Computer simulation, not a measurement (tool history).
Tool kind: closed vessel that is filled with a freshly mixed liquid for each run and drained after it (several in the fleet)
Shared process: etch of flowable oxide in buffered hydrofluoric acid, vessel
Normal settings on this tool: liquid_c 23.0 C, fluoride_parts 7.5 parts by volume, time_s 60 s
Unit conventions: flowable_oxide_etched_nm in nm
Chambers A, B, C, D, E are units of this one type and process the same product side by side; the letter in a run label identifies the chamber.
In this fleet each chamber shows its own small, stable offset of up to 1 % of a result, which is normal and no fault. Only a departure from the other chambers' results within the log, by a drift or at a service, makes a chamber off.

run,hour,liquid_c,fluoride_parts,time_s,hours since the thermometer was replaced,hours since the hydrofluoric acid flow meter was replaced,"read-back film thickness of the flowable oxide reference wafer, read on the same gauge (nm)",flowable_oxide_etched_nm
1E,4.5,23.0,7.5,60,392.0,1127.2,140.02,362.28
2C,12.0,23.0,7.5,60,401.4,459.0,140.00,358.20
3D,16.4,23.0,7.5,60,2630.3,1938.7,139.99,352.78
4A,21.5,23.0,7.5,60,619.6,313.1,140.00,360.95
5B,29.3,23.0,10.0,95,2296.1,584.8,140.05,427.85
6E,37.2,23.0,10.0,95,424.7,1159.9,140.01,439.35
7C,43.8,23.0,10.0,95,433.2,490.8,139.97,437.84
8B,47.7,23.0,10.0,95,2314.5,603.2,140.07,435.77
9A,55.3,23.0,10.0,95,653.4,346.9,140.02,438.94
10D,61.0,23.0,7.5,60,2674.9,1983.3,140.00,352.14
11C,65.7,23.0,7.5,60,455.1,512.7,140.02,362.51
12A,73.2,23.0,7.5,60,671.3,364.8,140.00,358.10
13B,79.3,23.0,7.5,60,2346.1,634.8,140.01,363.40
# hour 86.9: chamber C: hydrofluoric acid flow meter replaced
14D,87.3,23.0,7.5,60,2701.2,2009.6,140.00,354.48
15E,91.8,23.0,7.5,60,479.3,1214.5,140.03,352.62
16E,95.4,23.0,7.5,60,482.9,1218.1,139.98,362.13
17A,99.4,27.0,7.5,75,697.5,391.0,139.99,557.93
18D,105.8,27.0,7.5,75,2719.7,2028.1,139.95,546.34
# hour 110.1: chamber B: thermometer replaced
19C,112.0,27.0,7.5,75,501.4,25.1,139.95,558.73
20B,118.1,27.0,7.5,75,8.0,673.6,139.99,549.76
21E,126.0,27.0,7.5,75,513.5,1248.7,140.00,555.22
22D,133.4,23.0,7.5,60,2747.3,2055.7,139.96,350.08
23A,136.9,23.0,7.5,60,735.0,428.5,140.01,366.32
24C,143.7,23.0,6.5,35,533.1,56.8,139.96,241.15
25B,151.5,23.0,6.5,35,41.4,707.0,139.97,242.44
26A,157.4,23.0,6.5,35,755.5,449.0,139.99,244.90
27B,164.0,23.0,6.5,35,53.9,719.5,139.98,236.90
28D,169.3,23.0,6.5,35,2783.2,2091.6,139.99,238.14
29E,174.1,23.0,7.5,60,561.6,1296.8,139.98,359.20
30C,181.1,23.0,7.5,60,570.5,94.2,139.98,365.66
# hour 182.3: chamber D: thermometer replaced
31A,186.9,23.0,7.5,60,785.0,478.5,139.98,385.48
32E,194.8,23.0,7.5,60,582.3,1317.5,140.04,358.33
33D,201.3,24.5,7.5,60,19.0,2123.6,139.98,391.70
34C,208.2,24.5,7.5,60,597.6,121.3,140.02,387.35
35B,213.4,24.5,7.5,60,103.3,768.9,139.99,388.17
36C,221.0,24.5,7.5,60,610.4,134.1,140.02,388.01
37A,226.0,24.5,7.5,60,824.1,517.6,140.00,418.94
38B,233.2,23.0,7.5,60,123.1,788.7,139.98,354.56
39E,240.8,18.5,7.5,60,628.3,1363.5,140.04,286.44
# hour 245.1: chamber D: hydrofluoric acid flow meter replaced
40D,246.3,18.5,7.5,60,64.0,1.2,140.04,279.15
41E,251.1,18.5,7.5,60,638.6,1373.8,140.04,279.21
42B,258.7,18.5,7.5,60,148.6,814.2,139.97,280.05
43C,266.6,18.5,7.5,60,656.0,179.7,140.06,273.59

What goes on in this fleet: one chamber off, a drifting gauge, or nothing beyond the chambers' own small offsets? Name the chamber and the cause, if any.

One chamber, A, drifts off from the rest bit by bit.
Likeliest cause: hydrofluoric acid flow above the setpoint (%) = 10.9.
Not necessarily distinguishable in this log from: liquid hotter than its thermometer reads (K).

Below are 4 candidate recipes for chamber A's next run, each the usual settings with a change, their results shown as question marks. Which of them brings A's results back in line with what the other chambers give on the usual settings?
In line means no further than this from the other chambers' mean on the usual settings: flowable_oxide_etched_nm 12.00 nm
44A-1,272.4,23.0,9.0,60,,,,?
44A-2,272.4,22.5,7.5,55,,,,?
44A-3,272.4,23.5,7.5,65,,,,?
44A-4,272.4,23.5,7.5,70,,,,?

Usual-settings mean across the other chambers: flowable_oxide_etched_nm 358.69 nm
run,flowable_oxide_etched_nm
44A-1,330.11
44A-2,355.27
44A-3,444.00
44A-4,478.15
With 44A-2, the chamber falls back in line with the rest.
